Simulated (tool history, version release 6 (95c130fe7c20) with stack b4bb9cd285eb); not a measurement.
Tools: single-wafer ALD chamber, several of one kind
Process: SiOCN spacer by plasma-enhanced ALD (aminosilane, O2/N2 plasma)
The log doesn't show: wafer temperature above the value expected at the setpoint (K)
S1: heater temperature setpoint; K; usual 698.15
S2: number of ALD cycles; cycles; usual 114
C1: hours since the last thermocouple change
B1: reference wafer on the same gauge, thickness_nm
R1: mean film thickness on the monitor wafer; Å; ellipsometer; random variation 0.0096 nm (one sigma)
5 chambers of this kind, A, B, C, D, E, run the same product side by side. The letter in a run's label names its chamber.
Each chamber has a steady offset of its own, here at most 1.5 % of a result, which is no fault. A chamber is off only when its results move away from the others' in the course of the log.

{"run": "1A", "hour": 13.2, "S1": 698.15, "S2": 114, "C1": 658.1, "B1": 6.001, "R1": 63.033}
{"run": "2D", "hour": 26.4, "S1": 698.15, "S2": 114, "C1": 640.6, "B1": 5.9994, "R1": 63.065}
{"run": "3B", "hour": 37.0, "S1": 698.15, "S2": 114, "C1": 911.6, "B1": 6.0013, "R1": 63.737}
{"run": "4E", "hour": 46.9, "S1": 698.15, "S2": 114, "C1": 631.5, "B1": 6.003, "R1": 63.717}
{"run": "5C", "hour": 57.6, "S1": 698.15, "S2": 114, "C1": 98.9, "B1": 6.005, "R1": 64.375}
{"run": "6D", "hour": 67.3, "S1": 698.15, "S2": 114, "C1": 681.5, "B1": 6.0084, "R1": 63.038}
{"run": "7C", "hour": 80.7, "S1": 698.15, "S2": 114, "C1": 122.0, "B1": 6.0078, "R1": 64.372}
{"run": "8E", "hour": 92.2, "S1": 691.15, "S2": 98, "C1": 676.8, "B1": 6.0091, "R1": 56.074}
{"run": "9A", "hour": 100.8, "S1": 691.15, "S2": 98, "C1": 745.7, "B1": 6.0079, "R1": 55.615}
{"run": "10B", "hour": 110.9, "S1": 691.15, "S2": 98, "C1": 985.5, "B1": 6.0089, "R1": 55.905}
{"run": "11E", "hour": 119.0, "S1": 691.15, "S2": 98, "C1": 703.6, "B1": 6.0088, "R1": 56.08}
{"run": "12D", "hour": 132.7, "S1": 691.15, "S2": 98, "C1": 746.9, "B1": 6.011, "R1": 55.51}
{"run": "13C", "hour": 141.4, "S1": 698.15, "S2": 114, "C1": 182.7, "B1": 6.0126, "R1": 64.456}
{"run": "14A", "hour": 154.3, "S1": 698.15, "S2": 114, "C1": 799.2, "B1": 6.0149, "R1": 63.27}
{"run": "15B", "hour": 163.5, "S1": 698.15, "S2": 114, "C1": 1038.1, "B1": 6.0129, "R1": 63.818}
{"run": "16A", "hour": 171.7, "S1": 698.15, "S2": 114, "C1": 816.6, "B1": 6.0142, "R1": 63.19}
{"run": "17E", "hour": 183.6, "S1": 698.15, "S2": 114, "C1": 768.2, "B1": 6.0165, "R1": 63.786}
{"run": "18D", "hour": 190.3, "S1": 698.15, "S2": 114, "C1": 804.5, "B1": 6.0168, "R1": 63.395}
{"run": "19C", "hour": 197.4, "S1": 698.15, "S2": 114, "C1": 238.7, "B1": 6.0155, "R1": 64.559}
{"run": "20B", "hour": 208.8, "S1": 698.15, "S2": 114, "C1": 1083.4, "B1": 6.0181, "R1": 63.98}
{"run": "21E", "hour": 221.9, "S1": 698.15, "S2": 114, "C1": 806.5, "B1": 6.0158, "R1": 63.982}
{"run": "22C", "hour": 235.4, "S1": 698.15, "S2": 114, "C1": 276.7, "B1": 6.019, "R1": 64.619}
{"run": "23D", "hour": 247.4, "S1": 698.15, "S2": 126, "C1": 861.6, "B1": 6.0219, "R1": 70.054}
{"run": "24B", "hour": 257.3, "S1": 698.15, "S2": 126, "C1": 1131.9, "B1": 6.0207, "R1": 70.767}
{"run": "25A", "hour": 268.6, "S1": 698.15, "S2": 126, "C1": 913.5, "B1": 6.0222, "R1": 70.144}
{"run": "26A", "hour": 275.1, "S1": 698.15, "S2": 126, "C1": 920.0, "B1": 6.0213, "R1": 70.046}
{"run": "27B", "hour": 287.0, "S1": 698.15, "S2": 126, "C1": 1161.6, "B1": 6.0244, "R1": 70.397}
{"run": "28D", "hour": 299.6, "S1": 698.15, "S2": 114, "C1": 913.8, "B1": 6.0236, "R1": 63.37}
{"run": "29E", "hour": 312.7, "S1": 698.15, "S2": 114, "C1": 897.3, "B1": 6.0272, "R1": 64.082}
{"run": "30C", "hour": 325.5, "S1": 698.15, "S2": 114, "C1": 366.8, "B1": 6.0279, "R1": 64.595}
{"run": "31A", "hour": 337.4, "S1": 698.15, "S2": 114, "C1": 982.3, "B1": 6.0269, "R1": 63.511}
{"run": "32D", "hour": 343.5, "S1": 698.15, "S2": 114, "C1": 957.7, "B1": 6.0296, "R1": 63.47}
{"run": "33C", "hour": 353.2, "S1": 698.15, "S2": 114, "C1": 394.5, "B1": 6.0332, "R1": 64.578}
{"run": "34E", "hour": 364.1, "S1": 698.15, "S2": 114, "C1": 948.7, "B1": 6.0308, "R1": 64.1}
{"run": "35B", "hour": 377.5, "S1": 704.15, "S2": 97, "C1": 1252.1, "B1": 6.0309, "R1": 53.564}
{"hour": 386.4, "done": "chamber B: thermocouple changed; heater temperature recalibrated"}
{"run": "36C", "hour": 388.1, "S1": 704.15, "S2": 97, "C1": 429.4, "B1": 6.0298, "R1": 53.878}
{"run": "37A", "hour": 400.0, "S1": 704.15, "S2": 97, "C1": 1044.9, "B1": 6.0348, "R1": 52.814}
{"run": "38E", "hour": 408.2, "S1": 704.15, "S2": 97, "C1": 992.8, "B1": 6.0338, "R1": 53.606}
{"run": "39B", "hour": 417.8, "S1": 704.15, "S2": 97, "C1": 31.5, "B1": 6.0352, "R1": 53.301}
{"run": "40D", "hour": 423.9, "S1": 698.15, "S2": 114, "C1": 1038.1, "B1": 6.0348, "R1": 63.501}
{"run": "41E", "hour": 437.2, "S1": 698.15, "S2": 114, "C1": 1021.8, "B1": 6.0327, "R1": 63.958}

Next, every chamber runs the same settings. What will each give?
{"run": "42A", "hour": 447.2, "S1": 698.15, "S2": 114, "R1": "?"}
{"run": "42B", "hour": 447.2, "S1": 698.15, "S2": 114, "R1": "?"}
{"run": "42C", "hour": 447.2, "S1": 698.15, "S2": 114, "R1": "?"}
{"run": "42D", "hour": 447.2, "S1": 698.15, "S2": 114, "R1": "?"}
{"run": "42E", "hour": 447.2, "S1": 698.15, "S2": 114, "R1": "?"}

run=42A R1=63.439
run=42B R1=64.124
run=42C R1=64.730
run=42D R1=63.440
run=42E R1=64.179
